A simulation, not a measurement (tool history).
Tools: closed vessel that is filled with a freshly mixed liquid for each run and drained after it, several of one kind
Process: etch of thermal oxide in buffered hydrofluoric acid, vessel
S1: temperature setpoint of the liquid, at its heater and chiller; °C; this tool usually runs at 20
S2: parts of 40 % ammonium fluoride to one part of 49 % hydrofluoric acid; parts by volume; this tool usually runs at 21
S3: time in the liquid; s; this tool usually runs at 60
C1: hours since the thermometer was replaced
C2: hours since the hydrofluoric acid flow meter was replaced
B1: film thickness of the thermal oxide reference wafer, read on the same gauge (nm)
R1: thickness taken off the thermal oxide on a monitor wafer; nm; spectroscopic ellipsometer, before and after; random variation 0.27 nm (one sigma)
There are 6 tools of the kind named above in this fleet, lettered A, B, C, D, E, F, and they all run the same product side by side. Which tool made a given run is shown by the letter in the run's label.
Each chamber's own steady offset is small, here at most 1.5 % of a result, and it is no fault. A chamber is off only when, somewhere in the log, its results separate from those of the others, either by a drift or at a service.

Run 1F, hour 5.2: usual settings; C1 640.3; C2 198; B1 60.017. Result: R1 27.888 nm.
Run 2E, hour 10.3: usual settings; C1 262.9; C2 1224.6; B1 59.978. Result: R1 27.755 nm.
Run 3B, hour 13.9: usual settings; C1 382.3; C2 1495.5; B1 59.989. Result: R1 28.22 nm.
Run 4D, hour 19.5: usual settings; C1 400.6; C2 422.2; B1 60.02. Result: R1 28.116 nm.
Run 5C, hour 24.2: usual settings; C1 98.7; C2 384.1; B1 59.979. Result: R1 28.462 nm.
Run 6A, hour 29.7: usual settings but S1 23 °C, S2 25.5 parts by volume; C1 910.3; C2 420.8; B1 59.983. Result: R1 28.672 nm.
Run 7A, hour 34.6: usual settings but S1 23 °C, S2 25.5 parts by volume; C1 915.2; C2 425.7; B1 60.002. Result: R1 29.059 nm.
Run 8C, hour 38.7: usual settings but S1 23 °C, S2 25.5 parts by volume; C1 113.2; C2 398.6; B1 59.981. Result: R1 29.449 nm.
Run 9F, hour 42.6: usual settings but S1 23 °C, S2 25.5 parts by volume; C1 677.7; C2 235.4; B1 60. Result: R1 28.892 nm.
Run 10E, hour 45.1: usual settings but S1 23 °C, S2 25.5 parts by volume; C1 297.7; C2 1259.4; B1 59.987. Result: R1 29.122 nm.
Run 11D, hour 49.9: usual settings but S1 23 °C, S2 25.5 parts by volume; C1 431; C2 452.6; B1 59.988. Result: R1 28.902 nm.
At hour 54.5: chamber A: thermometer replaced.
Run 12B, hour 54.8: usual settings; C1 423.2; C2 1536.4; B1 60.024. Result: R1 28.243 nm.
Run 13A, hour 58.3: usual settings but S1 17 °C; C1 3.9; C2 449.4; B1 59.981. Result: R1 23.688 nm.
Run 14D, hour 62.2: usual settings but S1 17 °C; C1 443.3; C2 464.9; B1 60.009. Result: R1 23.696 nm.
Run 15C, hour 66.5: usual settings but S1 17 °C; C1 141; C2 426.4; B1 60.019. Result: R1 24.353 nm.
Run 16B, hour 70.8: usual settings but S1 17 °C; C1 439.2; C2 1552.4; B1 60.014. Result: R1 23.686 nm.
Run 17E, hour 76.2: usual settings but S1 17 °C; C1 328.8; C2 1290.5; B1 60.033. Result: R1 23.605 nm.
Run 18F, hour 81.7: usual settings but S1 17 °C; C1 716.8; C2 274.5; B1 60.022. Result: R1 23.395 nm.
Run 19A, hour 86.9: usual settings; C1 32.5; C2 478; B1 59.996. Result: R1 28.024 nm.
Run 20E, hour 89.7: usual settings but S1 24.5 °C, S3 90 s; C1 342.3; C2 1304; B1 59.966. Result: R1 53.238 nm.
Run 21C, hour 92.3: usual settings but S1 24.5 °C, S3 90 s; C1 166.8; C2 452.2; B1 59.994. Result: R1 56.206 nm.
Run 22B, hour 96.6: usual settings but S1 24.5 °C, S3 90 s; C1 465; C2 1578.2; B1 60.017. Result: R1 53.504 nm.
Run 23D, hour 101.8: usual settings but S1 24.5 °C, S3 90 s; C1 482.9; C2 504.5; B1 60.014. Result: R1 54.148 nm.
Run 24F, hour 106.4: usual settings but S1 24.5 °C, S3 90 s; C1 741.5; C2 299.2; B1 60.009. Result: R1 54.504 nm.
Run 25A, hour 109.8: usual settings but S1 24.5 °C, S3 90 s; C1 55.4; C2 500.9; B1 60.003. Result: R1 54.399 nm.
Run 26B, hour 113.8: usual settings; C1 482.2; C2 1595.4; B1 59.988. Result: R1 28.06 nm.
Run 27F, hour 118.7: usual settings; C1 753.8; C2 311.5; B1 60.014. Result: R1 28.202 nm.
Run 28D, hour 121.3: usual settings; C1 502.4; C2 524; B1 60. Result: R1 28.335 nm.
Run 29C, hour 126.7: usual settings; C1 201.2; C2 486.6; B1 60.013. Result: R1 28.568 nm.
Run 30E, hour 130: usual settings; C1 382.6; C2 1344.3; B1 59.987. Result: R1 27.926 nm.
Run 31A, hour 133.1: usual settings but S2 16.5 parts by volume, S3 70 s; C1 78.7; C2 524.2; B1 59.999. Result: R1 40.754 nm.
Run 32E, hour 137.6: usual settings but S2 16.5 parts by volume, S3 70 s; C1 390.2; C2 1351.9; B1 59.983. Result: R1 40.754 nm.
Run 33F, hour 143.1: usual settings but S2 16.5 parts by volume, S3 70 s; C1 778.2; C2 335.9; B1 59.99. Result: R1 41.123 nm.
Run 34C, hour 147.7: usual settings but S2 16.5 parts by volume, S3 70 s; C1 222.2; C2 507.6; B1 59.999. Result: R1 41.938 nm.
Run 35D, hour 152: usual settings but S2 16.5 parts by volume, S3 70 s; C1 533.1; C2 554.7; B1 59.984. Result: R1 41.043 nm.
At hour 153.5: chamber D: hydrofluoric acid flow meter replaced.
Run 36B, hour 156: usual settings but S2 16.5 parts by volume, S3 70 s; C1 524.4; C2 1637.6; B1 59.979. Result: R1 40.344 nm.
Run 37F, hour 158.5: usual settings; C1 793.6; C2 351.3; B1 60.008. Result: R1 28.111 nm.
Run 38E, hour 161.3: usual settings; C1 413.9; C2 1375.6; B1 60.004. Result: R1 28.469 nm.
Run 39A, hour 164: usual settings; C1 109.6; C2 555.1; B1 60.01. Result: R1 27.691 nm.
Run 40B, hour 166.9: usual settings; C1 535.3; C2 1648.5; B1 60.02. Result: R1 28.313 nm.
Run 41C, hour 170: usual settings; C1 244.5; C2 529.9; B1 59.989. Result: R1 28.702 nm.
Run 42D, hour 173.6: usual settings; C1 554.7; C2 20.2; B1 60.001. Result: R1 28.438 nm.
Run 43F, hour 176.1: usual settings; C1 811.2; C2 368.9; B1 59.997. Result: R1 27.972 nm.

One chamber off, gauge drift, or nothing amiss beyond the chambers' own small offsets? If it is a chamber, which one, and what is the likeliest cause?

No chamber stands off beyond its own small offset, and the gauge holds steady.
